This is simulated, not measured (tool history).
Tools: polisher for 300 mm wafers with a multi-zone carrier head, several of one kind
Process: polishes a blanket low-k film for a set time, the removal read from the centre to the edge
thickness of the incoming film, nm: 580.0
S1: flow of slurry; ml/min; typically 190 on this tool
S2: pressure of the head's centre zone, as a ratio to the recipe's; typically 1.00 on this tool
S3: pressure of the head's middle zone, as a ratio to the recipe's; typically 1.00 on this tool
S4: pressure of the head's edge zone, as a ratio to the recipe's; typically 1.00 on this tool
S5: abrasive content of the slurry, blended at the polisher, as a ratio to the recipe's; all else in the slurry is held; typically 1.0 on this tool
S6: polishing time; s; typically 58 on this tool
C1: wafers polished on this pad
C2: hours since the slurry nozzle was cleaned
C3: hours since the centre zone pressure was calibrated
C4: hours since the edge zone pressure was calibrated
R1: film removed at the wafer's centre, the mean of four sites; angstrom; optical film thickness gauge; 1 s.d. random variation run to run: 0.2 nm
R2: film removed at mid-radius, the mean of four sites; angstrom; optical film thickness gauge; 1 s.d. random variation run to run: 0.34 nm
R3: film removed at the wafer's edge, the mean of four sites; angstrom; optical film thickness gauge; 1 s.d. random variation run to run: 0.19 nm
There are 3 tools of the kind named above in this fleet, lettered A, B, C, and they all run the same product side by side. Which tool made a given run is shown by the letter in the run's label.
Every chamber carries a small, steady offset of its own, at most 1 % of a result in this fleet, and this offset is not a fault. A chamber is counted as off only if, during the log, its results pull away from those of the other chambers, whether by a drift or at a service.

run   hour   S1    S2    S3    S4   S5  S6    C1     C2     C3     C4      R1      R2      R3
       4.0  -- chamber A: worn pad replaced by a new one
       5.4  -- chamber B: centre zone pressure recalibrated
 1C    6.0  190  1.00  1.00  1.00  1.0  58   335  271.4  183.7  666.2  246.36  242.07  245.92
 2B   10.9  190  1.00  1.00  1.00  1.0  58   408  217.1    5.5  196.8  244.49  244.47  244.05
 3A   16.2  190  1.00  1.00  1.00  1.0  58   178  390.9  377.5  214.6  242.25  245.83  245.17
 4B   23.8  190  1.00  1.00  1.00  1.0  58   597  230.0   18.4  209.7  245.76  243.21  241.17
 5A   27.3  190  0.92  1.00  1.08  1.0  58   341  402.0  388.6  225.7  224.69  248.63  252.61
      31.0  -- chamber C: worn pad replaced by a new one
 6C   32.2  190  0.92  1.00  1.08  1.0  58    17  297.6  209.9  692.4  222.77  245.01  260.04
 7A   37.4  190  0.92  1.00  1.08  1.0  58   489  412.1  398.7  235.8  223.44  243.30  257.65
      41.6  -- chamber C: slurry nozzle cleaned
 8C   41.6  190  1.00  1.00  1.00  1.0  58   155    0.1  219.3  701.8  245.01  246.66  244.79
 9B   46.6  190  1.00  1.00  1.08  0.7  58   931  252.8   41.2  232.5  202.48  199.85  209.03
10A   50.4  190  1.00  1.00  1.08  0.7  58   679  425.1  411.7  248.8  203.76  204.54  213.08
      51.6  -- chamber A: worn pad replaced by a new one
11B   57.3  190  1.00  1.00  1.08  0.7  58  1088  263.5   51.9  243.2  198.78  201.06  204.89
12C   61.9  190  1.00  1.00  1.00  1.0  58   452   20.4  239.6  722.1  245.50  243.92  249.57
13A   65.9  190  1.00  1.00  1.00  1.0  58   210  440.6  427.2  264.3  243.62  243.95  241.92
14C   69.7  190  1.00  1.00  1.00  1.0  58   567   28.2  247.4  729.9  245.79  242.57  243.79
15B   75.9  190  1.00  1.00  1.00  1.0  58  1360  282.1   70.5  261.8  238.40  229.73  234.95
      78.8  -- chamber C: worn pad replaced by a new one
16B   81.1  190  1.00  1.00  1.00  1.0  58  1436  287.3   75.7  267.0  240.39  234.81  237.76
17C   86.4  190  1.00  1.00  1.00  1.0  58   112   44.9  264.1  746.6  245.56  249.15  245.92
18A   93.6  190  1.00  1.00  1.00  1.0  58   615  468.3  454.9  292.0  242.37  239.12  246.53
19A  100.6  190  1.00  1.00  1.00  1.0  58   718  475.3  461.9  299.0  241.54  248.15  241.39
     100.9  -- chamber A: worn pad replaced by a new one
20B  106.8  190  1.00  1.00  1.00  1.0  58  1812  313.0  101.4  292.7  231.32  233.15  231.15
21C  110.3  190  1.00  1.00  1.00  1.0  58   462   68.8  288.0  770.5  245.78  250.19  243.25
22A  115.0  145  1.00  1.06  1.00  1.0  58   207  489.7  476.3  313.4  231.31  243.61  237.61
     116.6  -- chamber A: centre zone pressure recalibrated
23C  119.3  145  1.00  1.06  1.00  1.0  58   594   77.8  297.0  779.5  232.61  241.28  237.84
24B  127.1  145  1.00  1.06  1.00  1.0  58  2110  333.3  121.7  313.0  216.20  236.33  220.80
     127.5  -- chamber C: worn pad replaced by a new one
25B  131.2  190  1.00  1.00  1.00  1.0  58  2170  337.4  125.8  317.1  229.18  229.09  229.54
26C  137.6  190  1.00  1.00  1.00  1.0  58   148   96.1  315.3  797.8  242.29  243.15  243.54
27A  144.2  190  1.00  1.00  1.00  1.0  58   635  518.9   27.7  342.6  242.11  244.39  244.29
28C  148.3  190  1.00  1.00  1.00  1.0  58   305  106.8  326.0  808.5  249.12  241.98  247.94
29A  153.0  190  1.00  1.00  1.00  1.0  58   764  527.7   36.5  351.4  241.61  250.66  244.68
     158.1  -- chamber A: worn pad replaced by a new one
30B  158.5  190  1.00  1.00  1.00  1.0  58  2570  364.7  153.1  344.4  225.10  224.21  226.14
31C  163.6  190  1.00  1.00  1.00  1.0  58   529  122.1  341.3  823.8  250.03  247.53  246.20
     167.9  -- chamber C: worn pad replaced by a new one
32B  169.8  190  1.00  1.00  1.00  1.0  58  2735  376.0  164.4  355.7  225.14  216.69  222.55
33A  174.6  190  1.00  1.00  1.00  1.0  58   242  549.3   58.1  373.0  243.52  249.25  243.85
34B  179.1  190  1.00  1.00  1.00  1.0  58  2871  385.3  173.7  365.0  218.39  222.49  218.95
35A  183.1  190  1.00  1.00  1.00  1.0  58   367  557.8   66.6  381.5  244.41  245.02  244.53
36C  191.0  190  1.00  1.00  1.00  1.0  58   339  149.5  368.7  851.2  247.04  248.53  246.14

Is one chamber off against the others, does the gauge drift, or is nothing wrong? If a chamber is off, say which, and what the likeliest cause is.

One chamber, B, drifts off from the rest bit by bit.
What lies behind it: removal rate lost through wear of the pad, % = 10.4.
It could be hard to tell apart here from: slurry flow missing at the pad, %.

Which of the 4 candidates below, each the usual settings with something changed and its results left as question marks, puts chamber B back in line with what the other chambers give on the usual settings?
In line here means within this much of the mean the other chambers give on the usual settings: R1 6.80 angstrom; R2 12.00 angstrom; R3 6.80 angstrom
37B-1  196.6  185  1.01  0.98  0.99  0.95  49                   ?   ?   ?
37B-2  196.6  190  1.00  0.99  1.00  0.95  53                   ?   ?   ?
37B-3  196.6  195  0.99  1.02  1.01  1.05  68                   ?   ?   ?
37B-4  196.6  190  0.99  1.01  1.00  1.05  64                   ?   ?   ?

Average result of the remaining chambers running the usual settings: R1 243.95 angstrom; R2 245.64 angstrom; R3 244.37 angstrom
  run      R1      R2      R3
37B-1  180.92  176.17  177.68
37B-2  194.44  193.15  193.76
37B-3  259.68  268.03  262.50
37B-4  243.33  249.00  245.09
It is 37B-4 that realigns the chamber with its peers.
